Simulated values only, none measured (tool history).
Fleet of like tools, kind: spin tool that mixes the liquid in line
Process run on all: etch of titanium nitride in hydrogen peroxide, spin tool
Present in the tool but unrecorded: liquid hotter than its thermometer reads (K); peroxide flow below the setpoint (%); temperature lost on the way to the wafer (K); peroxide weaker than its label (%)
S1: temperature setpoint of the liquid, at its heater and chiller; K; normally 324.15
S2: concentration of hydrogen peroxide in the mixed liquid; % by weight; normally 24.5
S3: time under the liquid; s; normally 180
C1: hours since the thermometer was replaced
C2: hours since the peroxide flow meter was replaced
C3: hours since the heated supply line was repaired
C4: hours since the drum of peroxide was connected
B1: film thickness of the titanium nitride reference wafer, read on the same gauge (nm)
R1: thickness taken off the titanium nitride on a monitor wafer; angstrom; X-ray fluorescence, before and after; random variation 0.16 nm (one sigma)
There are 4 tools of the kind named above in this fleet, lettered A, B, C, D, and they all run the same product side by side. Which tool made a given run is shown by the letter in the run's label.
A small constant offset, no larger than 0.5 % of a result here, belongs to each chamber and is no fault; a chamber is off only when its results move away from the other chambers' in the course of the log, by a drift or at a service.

run	hour	S1	S2	S3	C1	C2	C3	C4	B1	R1
# hour 1.7: chamber C: new drum of peroxide connected
1A	7	324.15	24.5	180	2312.3	403.4	376.2	614.7	109.98	163.73
2C	15.6	324.15	24.5	180	152.2	479.8	1675	13.9	110	166.82
3B	24.8	324.15	24.5	180	401.5	229.9	407.2	164.9	110.01	163.34
4D	36	324.15	24.5	180	162.7	611.4	1059.5	432.7	110	165.75
5C	43.7	318.65	21	180	180.3	507.9	1703.1	42	110.03	106.49
6D	50	318.65	21	180	176.7	625.4	1073.5	446.7	109.99	107.36
7A	61	318.65	21	180	2366.3	457.4	430.2	668.7	110.03	105.16
8B	70.2	318.65	21	180	446.9	275.3	452.6	210.3	110.03	105.82
9A	78.3	324.15	24.5	180	2383.6	474.7	447.5	686	110	166.9
10B	88.3	324.15	24.5	180	465	293.4	470.7	228.4	110	163.09
11C	95.6	324.15	24.5	180	232.2	559.8	1755	93.9	110.03	168.07
12D	106.6	324.15	24.5	180	233.3	682	1130.1	503.3	109.97	164.15
13C	113.2	324.15	24.5	180	249.8	577.4	1772.6	111.5	110.01	168.38
14A	118.7	324.15	24.5	180	2424	515.1	487.9	726.4	110.01	164.33
15B	124.3	324.15	24.5	180	501	329.4	506.7	264.4	109.99	163.33
16D	132	324.15	24.5	180	258.7	707.4	1155.5	528.7	110.03	160.01
17B	142.1	324.15	24.5	180	518.8	347.2	524.5	282.2	110.01	162.25
# hour 148.5: chamber D: new drum of peroxide connected
18C	149.1	324.15	24.5	180	285.7	613.3	1808.5	147.4	110	166.41
19D	155.7	324.15	24.5	180	282.4	731.1	1179.2	7.2	109.98	157.04
20A	166.1	324.15	24.5	180	2471.4	562.5	535.3	773.8	109.98	166.21
21C	171.4	324.15	24.5	180	308	635.6	1830.8	169.7	109.98	165.43
22A	182.2	320.15	19	180	2487.5	578.6	551.4	789.9	109.99	116.17
23D	193.3	320.15	19	180	320	768.7	1216.8	44.8	110.02	105.89
24B	200.8	320.15	19	180	577.5	405.9	583.2	340.9	109.99	117.33
25A	209.9	320.15	19	180	2515.2	606.3	579.1	817.6	110.01	117.99
26D	218.7	324.15	24.5	180	345.4	794.1	1242.2	70.2	109.99	152.14
27B	226.6	324.15	24.5	180	603.3	431.7	609	366.7	110.02	164.68
28C	232.2	324.15	24.5	180	368.8	696.4	1891.6	230.5	110.02	165.41
29D	243.4	324.15	24.5	180	370.1	818.8	1266.9	94.9	109.99	149.55
30B	252.4	324.15	24.5	180	629.1	457.5	634.8	392.5	109.99	166.13
31A	263.1	324.15	24.5	180	2568.4	659.5	632.3	870.8	110	167.33

Has any chamber moved away from the others, gradually or after a service, or does the common gauge drift, or do the chambers differ only by their own small steady offsets? State the chamber and the most likely cause if one applies.

Chamber D drifts away from the others.
Cause: temperature lost on the way to the wafer (K) = 1.54.
With only this log, it may be confused with: liquid colder than its thermometer reads (K).

Here are 4 candidates for chamber D's next run, each the usual settings with a change, their results left as question marks. Which one brings its results back in line with what the others give on the usual settings?
Maximum distance from the other chambers' mean on the usual settings for a result to count as in line: R1 5.7 angstrom
32D-1	271.4	324.15	20.5	180						?
32D-2	271.4	325.15	24.5	185						?
32D-3	271.4	323.15	24.5	175						?
32D-4	271.4	324.15	24.5	185						?

On the usual settings, the other chambers give on average: R1 164.92 angstrom
run	R1
32D-1	141.33
32D-2	162.49
32D-3	132.77
32D-4	151.05
The answer is 32D-2, which returns the chamber to within the allowed miss of the others.
